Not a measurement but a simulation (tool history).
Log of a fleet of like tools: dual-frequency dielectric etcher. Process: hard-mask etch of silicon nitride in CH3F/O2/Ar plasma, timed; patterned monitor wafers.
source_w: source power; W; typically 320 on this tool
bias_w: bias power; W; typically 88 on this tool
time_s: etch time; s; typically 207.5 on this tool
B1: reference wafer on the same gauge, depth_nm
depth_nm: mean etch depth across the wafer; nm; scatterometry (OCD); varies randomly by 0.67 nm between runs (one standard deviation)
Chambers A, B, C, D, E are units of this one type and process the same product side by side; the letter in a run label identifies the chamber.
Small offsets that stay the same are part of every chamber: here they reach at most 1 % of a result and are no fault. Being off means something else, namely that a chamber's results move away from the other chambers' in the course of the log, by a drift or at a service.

Run 1E, hour 10.9: usual settings; B1 146.08. Result: depth_nm 143.180 nm.
Run 2A, hour 16.9: usual settings; B1 146.01. Result: depth_nm 144.090 nm.
Run 3D, hour 23.0: usual settings; B1 146.02. Result: depth_nm 143.010 nm.
Run 4C, hour 33.6: usual settings; B1 145.93. Result: depth_nm 144.420 nm.
Run 5B, hour 43.7: usual settings; B1 146.23. Result: depth_nm 141.350 nm.
Run 6B, hour 56.8: usual settings but source_w 270 W, time_s 148.0 s; B1 145.99. Result: depth_nm 95.616 nm.
Run 7E, hour 63.4: usual settings but source_w 270 W, time_s 148.0 s; B1 145.99. Result: depth_nm 95.269 nm.
Run 8C, hour 69.7: usual settings but source_w 270 W, time_s 148.0 s; B1 145.90. Result: depth_nm 96.530 nm.
Run 9D, hour 79.5: usual settings but source_w 270 W, time_s 148.0 s; B1 146.03. Result: depth_nm 95.822 nm.
Run 10A, hour 85.5: usual settings but source_w 270 W, time_s 148.0 s; B1 145.89. Result: depth_nm 95.893 nm.
At hour 88.0: chamber B: wet clean of the chamber.
Run 11E, hour 93.4: usual settings; B1 145.95. Result: depth_nm 142.100 nm.
Run 12B, hour 103.2: usual settings; B1 146.02. Result: depth_nm 142.250 nm.
Run 13D, hour 116.6: usual settings; B1 146.00. Result: depth_nm 142.870 nm.
Run 14A, hour 123.4: usual settings; B1 146.09. Result: depth_nm 143.560 nm.
Run 15C, hour 135.2: usual settings; B1 146.15. Result: depth_nm 144.400 nm.
Run 16A, hour 145.8: usual settings; B1 145.93. Result: depth_nm 144.560 nm.
Run 17B, hour 152.7: usual settings; B1 145.94. Result: depth_nm 143.230 nm.
Run 18C, hour 165.5: usual settings; B1 146.01. Result: depth_nm 143.920 nm.
Run 19D, hour 176.6: usual settings; B1 146.17. Result: depth_nm 142.480 nm.
Run 20E, hour 185.6: usual settings but time_s 231.0 s; B1 146.03. Result: depth_nm 159.780 nm.
Run 21D, hour 193.8: usual settings but time_s 231.0 s; B1 146.02. Result: depth_nm 158.920 nm.
Run 22E, hour 205.9: usual settings but time_s 231.0 s; B1 146.04. Result: depth_nm 158.150 nm.
Run 23A, hour 216.1: usual settings but time_s 231.0 s; B1 145.91. Result: depth_nm 161.740 nm.
Run 24C, hour 223.2: usual settings but time_s 231.0 s; B1 146.09. Result: depth_nm 160.550 nm.
Run 25B, hour 232.9: usual settings; B1 146.03. Result: depth_nm 142.370 nm.
Run 26C, hour 244.5: usual settings; B1 146.01. Result: depth_nm 142.760 nm.
Run 27D, hour 251.9: usual settings; B1 146.03. Result: depth_nm 143.390 nm.
Run 28B, hour 261.4: usual settings; B1 146.03. Result: depth_nm 143.300 nm.
Run 29A, hour 270.6: usual settings; B1 146.06. Result: depth_nm 143.560 nm.
Run 30E, hour 284.0: usual settings; B1 145.83. Result: depth_nm 141.800 nm.
At hour 295.2: chamber E: wet clean of the chamber.
Run 31C, hour 297.1: usual settings; B1 145.98. Result: depth_nm 144.210 nm.
Run 32A, hour 309.7: usual settings; B1 145.88. Result: depth_nm 143.130 nm.
Run 33E, hour 316.8: usual settings; B1 145.98. Result: depth_nm 142.920 nm.
Run 34B, hour 328.5: usual settings; B1 146.09. Result: depth_nm 142.110 nm.
Run 35D, hour 338.9: usual settings; B1 146.15. Result: depth_nm 142.910 nm.

Is one chamber out of step, is the gauge drifting, or do the chambers differ by no more than their own small offsets? For an off chamber, give its letter and the likeliest cause.

No chamber stands off beyond its own small offset, and the gauge holds steady.
